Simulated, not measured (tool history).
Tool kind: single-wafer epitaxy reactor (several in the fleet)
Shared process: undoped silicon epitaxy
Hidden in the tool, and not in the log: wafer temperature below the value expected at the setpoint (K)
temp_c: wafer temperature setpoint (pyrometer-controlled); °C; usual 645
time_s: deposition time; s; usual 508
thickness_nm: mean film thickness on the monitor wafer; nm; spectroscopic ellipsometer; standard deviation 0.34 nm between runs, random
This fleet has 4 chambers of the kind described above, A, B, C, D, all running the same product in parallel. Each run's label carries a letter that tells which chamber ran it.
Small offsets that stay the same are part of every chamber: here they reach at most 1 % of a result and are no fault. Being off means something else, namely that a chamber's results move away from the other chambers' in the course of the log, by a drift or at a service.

| run | hour | temp_c | time_s | hours since the last pyrometer calibration | read-back reference wafer on the same gauge, thickness_nm | thickness_nm |
|---|---|---|---|---|---|---|
| 1D | 16.5 | 645 | 508 | 2620.2 | 76.328 | 76.625 |
| 2C | 24.2 | 645 | 508 | 1524.9 | 76.357 | 75.442 |
| 3A | 40.7 | 645 | 508 | 241.7 | 76.307 | 76.044 |
| 4B | 56.4 | 645 | 508 | 1286.8 | 76.376 | 76.119 |
| 5A | 70.2 | 645 | 508 | 271.2 | 76.294 | 75.614 |
| 6C | 83.2 | 645 | 508 | 1583.9 | 76.257 | 75.483 |
| 7B | 97.5 | 645 | 508 | 1327.9 | 76.239 | 76.074 |
| 8D | 108.6 | 645 | 508 | 2712.3 | 76.265 | 76.078 |
| 9B | 118.2 | 645 | 508 | 1348.6 | 76.352 | 76.048 |
| 10C | 127.9 | 645 | 508 | 1628.6 | 76.302 | 75.756 |
|  | 131.0 | chamber D: pyrometer calibrated |
| 11D | 136.9 | 633 | 594 | 5.9 | 76.276 | 66.716 |
| 12A | 144.4 | 633 | 594 | 345.4 | 76.284 | 68.087 |
| 13C | 158.1 | 633 | 594 | 1658.8 | 76.320 | 68.264 |
| 14A | 169.0 | 633 | 594 | 370.0 | 76.381 | 67.998 |
| 15B | 184.0 | 645 | 508 | 1414.4 | 76.270 | 75.624 |
| 16D | 199.9 | 645 | 463 | 68.9 | 76.269 | 67.063 |
| 17D | 213.4 | 645 | 463 | 82.4 | 76.371 | 67.490 |
| 18B | 223.4 | 645 | 463 | 1453.8 | 76.193 | 69.341 |
| 19C | 239.0 | 645 | 463 | 1739.7 | 76.289 | 69.463 |
| 20A | 247.6 | 645 | 508 | 448.6 | 76.257 | 76.089 |
| 21D | 262.8 | 645 | 508 | 131.8 | 76.279 | 74.506 |
| 22B | 274.3 | 645 | 508 | 1504.7 | 76.289 | 75.914 |
| 23C | 285.7 | 645 | 508 | 1786.4 | 76.232 | 75.805 |
| 24A | 296.5 | 652 | 508 | 497.5 | 76.237 | 88.712 |
| 25D | 311.5 | 652 | 508 | 180.5 | 76.321 | 86.551 |
| 26C | 319.4 | 652 | 508 | 1820.1 | 76.279 | 88.108 |
| 27A | 332.9 | 652 | 508 | 533.9 | 76.300 | 88.539 |
| 28B | 343.5 | 645 | 584 | 1573.9 | 76.370 | 88.247 |
| 29A | 353.6 | 645 | 584 | 554.6 | 76.265 | 87.100 |
| 30D | 368.5 | 645 | 584 | 237.5 | 76.296 | 85.706 |
| 31B | 376.8 | 645 | 584 | 1607.2 | 76.268 | 87.587 |
| 32C | 387.5 | 645 | 445 | 1888.2 | 76.345 | 66.426 |

All chambers now run identical settings, listed one chamber a line with results as question marks. What results will each chamber show?
| 33A | 399.5 | 645 | 508 |  |  | ? |
| 33B | 399.5 | 645 | 508 |  |  | ? |
| 33C | 399.5 | 645 | 508 |  |  | ? |
| 33D | 399.5 | 645 | 508 |  |  | ? |

| run | thickness_nm |
|---|---|
| 33A | 75.320 |
| 33B | 75.835 |
| 33C | 75.362 |
| 33D | 74.496 |

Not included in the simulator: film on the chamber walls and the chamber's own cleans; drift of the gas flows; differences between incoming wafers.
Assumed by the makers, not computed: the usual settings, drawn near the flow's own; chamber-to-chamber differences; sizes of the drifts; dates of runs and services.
